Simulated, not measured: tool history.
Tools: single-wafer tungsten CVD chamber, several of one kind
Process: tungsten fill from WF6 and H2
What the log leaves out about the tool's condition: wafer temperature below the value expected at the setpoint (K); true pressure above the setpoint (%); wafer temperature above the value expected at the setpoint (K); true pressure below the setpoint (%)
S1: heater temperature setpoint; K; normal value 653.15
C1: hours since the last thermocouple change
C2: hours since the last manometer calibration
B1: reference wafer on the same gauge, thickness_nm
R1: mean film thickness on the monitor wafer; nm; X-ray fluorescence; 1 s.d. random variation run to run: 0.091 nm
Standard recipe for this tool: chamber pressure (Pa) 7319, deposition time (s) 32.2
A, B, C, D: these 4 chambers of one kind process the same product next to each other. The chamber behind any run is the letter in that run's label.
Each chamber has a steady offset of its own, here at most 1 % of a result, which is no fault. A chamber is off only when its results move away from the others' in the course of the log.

Run 1C, hour 13.5: usual settings; C1 451.1; C2 1130.4; B1 72.589. Result: R1 83.998 nm.
At hour 25.1: chamber D: capacitance manometer re-zeroed and calibrated.
Run 2B, hour 27.9: usual settings; C1 242; C2 317.4; B1 72.566. Result: R1 83.469 nm.
Run 3D, hour 38.2: usual settings; C1 406.9; C2 13.2; B1 72.557. Result: R1 84.143 nm.
At hour 52: chamber A: thermocouple changed; heater temperature recalibrated.
Run 4A, hour 52.6: usual settings; C1 0.6; C2 1167.1; B1 72.559. Result: R1 84.194 nm.
Run 5C, hour 66.4: usual settings; C1 504; C2 1183.3; B1 72.534. Result: R1 83.703 nm.
Run 6D, hour 74.2: usual settings but chamber pressure (Pa) 5866; C1 442.9; C2 49.2; B1 72.532. Result: R1 76.044 nm.
Run 7A, hour 83.5: usual settings but chamber pressure (Pa) 5866; C1 31.5; C2 1198; B1 72.498. Result: R1 76.076 nm.
Run 8B, hour 91.8: usual settings but chamber pressure (Pa) 5866; C1 305.9; C2 381.3; B1 72.49. Result: R1 75.439 nm.
Run 9B, hour 104.8: usual settings but chamber pressure (Pa) 5866; C1 318.9; C2 394.3; B1 72.501. Result: R1 75.372 nm.
Run 10D, hour 117.8: usual settings but S1 665.15 K; C1 486.5; C2 92.8; B1 72.465. Result: R1 106.32 nm.
Run 11C, hour 125.5: usual settings but S1 665.15 K; C1 563.1; C2 1242.4; B1 72.461. Result: R1 106.16 nm.
Run 12A, hour 134: usual settings but S1 665.15 K; C1 82; C2 1248.5; B1 72.436. Result: R1 106.26 nm.
Run 13B, hour 147.3: usual settings but S1 665.15 K; C1 361.4; C2 436.8; B1 72.442. Result: R1 105.53 nm.
Run 14C, hour 158.2: usual settings; C1 595.8; C2 1275.1; B1 72.443. Result: R1 83.679 nm.
Run 15D, hour 169.5: usual settings; C1 538.2; C2 144.5; B1 72.411. Result: R1 83.792 nm.
Run 16A, hour 179.5: usual settings but deposition time (s) 26.4; C1 127.5; C2 1294; B1 72.405. Result: R1 68.891 nm.
Run 17B, hour 189.8: usual settings but deposition time (s) 26.4; C1 403.9; C2 479.3; B1 72.373. Result: R1 68.29 nm.
Run 18C, hour 197.8: usual settings but deposition time (s) 26.4; C1 635.4; C2 1314.7; B1 72.38. Result: R1 68.489 nm.
Run 19D, hour 204.9: usual settings but deposition time (s) 26.4; C1 573.6; C2 179.9; B1 72.407. Result: R1 68.533 nm.
Run 20A, hour 219: usual settings; C1 167; C2 1333.5; B1 72.364. Result: R1 83.947 nm.
Run 21A, hour 229.2: usual settings; C1 177.2; C2 1343.7; B1 72.356. Result: R1 83.993 nm.
Run 22B, hour 240.5: usual settings; C1 454.6; C2 530; B1 72.34. Result: R1 83.094 nm.
Run 23C, hour 253.3: usual settings; C1 690.9; C2 1370.2; B1 72.358. Result: R1 83.526 nm.
Run 24D, hour 262.4: usual settings; C1 631.1; C2 237.4; B1 72.309. Result: R1 83.8 nm.
Run 25C, hour 275.2: usual settings; C1 712.8; C2 1392.1; B1 72.316. Result: R1 83.384 nm.
Run 26B, hour 285.7: usual settings but S1 664.15 K, chamber pressure (Pa) 6386; C1 499.8; C2 575.2; B1 72.316. Result: R1 97.152 nm.
Run 27D, hour 292.5: usual settings but S1 664.15 K, chamber pressure (Pa) 6386; C1 661.2; C2 267.5; B1 72.305. Result: R1 98.04 nm.
Run 28A, hour 305.2: usual settings but S1 664.15 K, chamber pressure (Pa) 6386; C1 253.2; C2 1419.7; B1 72.267. Result: R1 97.985 nm.

Read the log: is a single chamber off, either drifting away or since a service, is the gauge that measures every chamber drifting, or is nothing wrong beyond small per-chamber offsets? Name any odd chamber and what most likely caused it.

None of the chambers is off. What moves is the gauge, dragging all their readings along together.
What lies behind it: gauge reads low (%) = 0.449.
